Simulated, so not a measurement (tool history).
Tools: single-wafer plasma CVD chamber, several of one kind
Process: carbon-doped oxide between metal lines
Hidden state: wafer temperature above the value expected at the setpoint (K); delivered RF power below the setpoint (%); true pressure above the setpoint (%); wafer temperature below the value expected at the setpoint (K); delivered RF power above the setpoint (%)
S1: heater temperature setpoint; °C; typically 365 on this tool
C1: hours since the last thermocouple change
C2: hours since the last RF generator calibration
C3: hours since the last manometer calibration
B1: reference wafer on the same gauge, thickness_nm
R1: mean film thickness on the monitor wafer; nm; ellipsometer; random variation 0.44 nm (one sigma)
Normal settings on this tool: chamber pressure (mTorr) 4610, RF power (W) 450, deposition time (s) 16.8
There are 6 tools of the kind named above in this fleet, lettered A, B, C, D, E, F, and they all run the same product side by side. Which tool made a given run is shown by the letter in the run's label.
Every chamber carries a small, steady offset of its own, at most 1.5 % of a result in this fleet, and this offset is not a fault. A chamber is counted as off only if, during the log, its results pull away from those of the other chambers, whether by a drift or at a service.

Run 1F, hour 15.2: usual settings; C1 606.3; C2 498.2; C3 221.8; B1 64.675. Result: R1 76.648 nm.
Run 2E, hour 31: usual settings; C1 1313.4; C2 451; C3 230.1; B1 64.605. Result: R1 76.987 nm.
Run 3A, hour 43.1: usual settings; C1 2527.1; C2 274.8; C3 1484.5; B1 64.668. Result: R1 76.855 nm.
Run 4C, hour 51.9: usual settings; C1 1823.5; C2 329.6; C3 642; B1 64.625. Result: R1 77.59 nm.
Run 5B, hour 68.1: usual settings; C1 260.8; C2 1263.7; C3 1372.4; B1 64.574. Result: R1 75.756 nm.
Run 6D, hour 79.9: usual settings but S1 360 °C, RF power (W) 375; C1 1894.2; C2 653.7; C3 397.3; B1 64.61. Result: R1 69.471 nm.
Run 7C, hour 92.9: usual settings but S1 360 °C, RF power (W) 375; C1 1864.5; C2 370.6; C3 683; B1 64.553. Result: R1 68.672 nm.
Run 8F, hour 108.2: usual settings but S1 360 °C, RF power (W) 375; C1 699.3; C2 591.2; C3 314.8; B1 64.609. Result: R1 67.717 nm.
Run 9A, hour 121.1: usual settings but S1 360 °C, RF power (W) 375; C1 2605.1; C2 352.8; C3 1562.5; B1 64.588. Result: R1 67.315 nm.
Run 10B, hour 135.6: usual settings but S1 360 °C, RF power (W) 375; C1 328.3; C2 1331.2; C3 1439.9; B1 64.542. Result: R1 66.736 nm.
Run 11D, hour 146.5: usual settings but S1 360 °C, RF power (W) 375; C1 1960.8; C2 720.3; C3 463.9; B1 64.574. Result: R1 68.599 nm.
Run 12E, hour 154: usual settings; C1 1436.4; C2 574; C3 353.1; B1 64.565. Result: R1 77.418 nm.
Run 13B, hour 168.4: usual settings; C1 361.1; C2 1364; C3 1472.7; B1 64.66. Result: R1 75.65 nm.
At hour 174.9: chamber C: thermocouple changed; heater temperature recalibrated.
Run 14C, hour 181.9: usual settings; C1 7; C2 459.6; C3 772; B1 64.593. Result: R1 77.074 nm.
Run 15E, hour 195.6: usual settings; C1 1478; C2 615.6; C3 394.7; B1 64.7. Result: R1 76.478 nm.
Run 16D, hour 206.6: usual settings; C1 2020.9; C2 780.4; C3 524; B1 64.579. Result: R1 78.257 nm.
Run 17A, hour 219: usual settings; C1 2703; C2 450.7; C3 1660.4; B1 64.568. Result: R1 76.424 nm.
Run 18F, hour 232.9: usual settings; C1 824; C2 715.9; C3 439.5; B1 64.488. Result: R1 76.236 nm.
Run 19F, hour 244.1: usual settings but deposition time (s) 19.7; C1 835.2; C2 727.1; C3 450.7; B1 64.614. Result: R1 90.186 nm.
Run 20D, hour 251.8: usual settings but deposition time (s) 19.7; C1 2066.1; C2 825.6; C3 569.2; B1 64.563. Result: R1 90.883 nm.
Run 21B, hour 266.2: usual settings but deposition time (s) 19.7; C1 458.9; C2 1461.8; C3 1570.5; B1 64.601. Result: R1 89.172 nm.
Run 22E, hour 281.5: usual settings but deposition time (s) 19.7; C1 1563.9; C2 701.5; C3 480.6; B1 64.56. Result: R1 90.526 nm.
Run 23C, hour 295.8: usual settings but deposition time (s) 19.7; C1 120.9; C2 573.5; C3 885.9; B1 64.543. Result: R1 91.027 nm.
Run 24A, hour 304.3: usual settings but deposition time (s) 19.7; C1 2788.3; C2 536; C3 1745.7; B1 64.613. Result: R1 90.32 nm.
Run 25D, hour 313.2: usual settings; C1 2127.5; C2 887; C3 630.6; B1 64.664. Result: R1 78.142 nm.
Run 26B, hour 326.3: usual settings but RF power (W) 510; C1 519; C2 1521.9; C3 1630.6; B1 64.617. Result: R1 82.493 nm.
Run 27E, hour 335.1: usual settings but RF power (W) 510; C1 1617.5; C2 755.1; C3 534.2; B1 64.574. Result: R1 83.694 nm.
Run 28F, hour 347.6: usual settings but RF power (W) 510; C1 938.7; C2 830.6; C3 554.2; B1 64.665. Result: R1 83.108 nm.
At hour 355.7: chamber F: RF generator calibrated.
Run 29A, hour 362.1: usual settings but RF power (W) 510; C1 2846.1; C2 593.8; C3 1803.5; B1 64.6. Result: R1 83.511 nm.
At hour 363.3: chamber B: RF generator calibrated.
Run 30C, hour 372: usual settings but RF power (W) 510; C1 197.1; C2 649.7; C3 962.1; B1 64.61. Result: R1 84.837 nm.
Run 31C, hour 385.2: usual settings but RF power (W) 510; C1 210.3; C2 662.9; C3 975.3; B1 64.581. Result: R1 84.165 nm.
Run 32B, hour 396.7: usual settings; C1 589.4; C2 33.5; C3 1701; B1 64.554. Result: R1 76.449 nm.
Run 33F, hour 406.9: usual settings; C1 998; C2 51.3; C3 613.5; B1 64.602. Result: R1 77.78 nm.
Run 34A, hour 414.5: usual settings; C1 2898.5; C2 646.2; C3 1855.9; B1 64.603. Result: R1 77.232 nm.
Run 35E, hour 421.6: usual settings; C1 1704; C2 841.6; C3 620.7; B1 64.672. Result: R1 77.415 nm.
Run 36D, hour 429: usual settings but S1 375 °C, chamber pressure (mTorr) 5010; C1 2243.3; C2 1002.8; C3 746.4; B1 64.646. Result: R1 76.012 nm.
Run 37A, hour 439.9: usual settings but S1 375 °C, chamber pressure (mTorr) 5010; C1 2923.9; C2 671.6; C3 1881.3; B1 64.646. Result: R1 76.672 nm.
Run 38B, hour 452.4: usual settings but S1 375 °C, chamber pressure (mTorr) 5010; C1 645.1; C2 89.2; C3 1756.7; B1 64.524. Result: R1 75.092 nm.
Run 39E, hour 465.9: usual settings but S1 375 °C, chamber pressure (mTorr) 5010; C1 1748.3; C2 885.9; C3 665; B1 64.73. Result: R1 76.208 nm.
Run 40C, hour 478.5: usual settings but S1 375 °C, chamber pressure (mTorr) 5010; C1 303.6; C2 756.2; C3 1068.6; B1 64.684. Result: R1 76.518 nm.
Run 41D, hour 489: usual settings but S1 375 °C, chamber pressure (mTorr) 5010; C1 2303.3; C2 1062.8; C3 806.4; B1 64.62. Result: R1 76.567 nm.

What goes on in this fleet: one chamber off, a drifting gauge, or nothing beyond the chambers' own small offsets? Name the chamber and the cause, if any.

The fleet is healthy, with each chamber sitting at its usual small offset and no drift in the gauge.
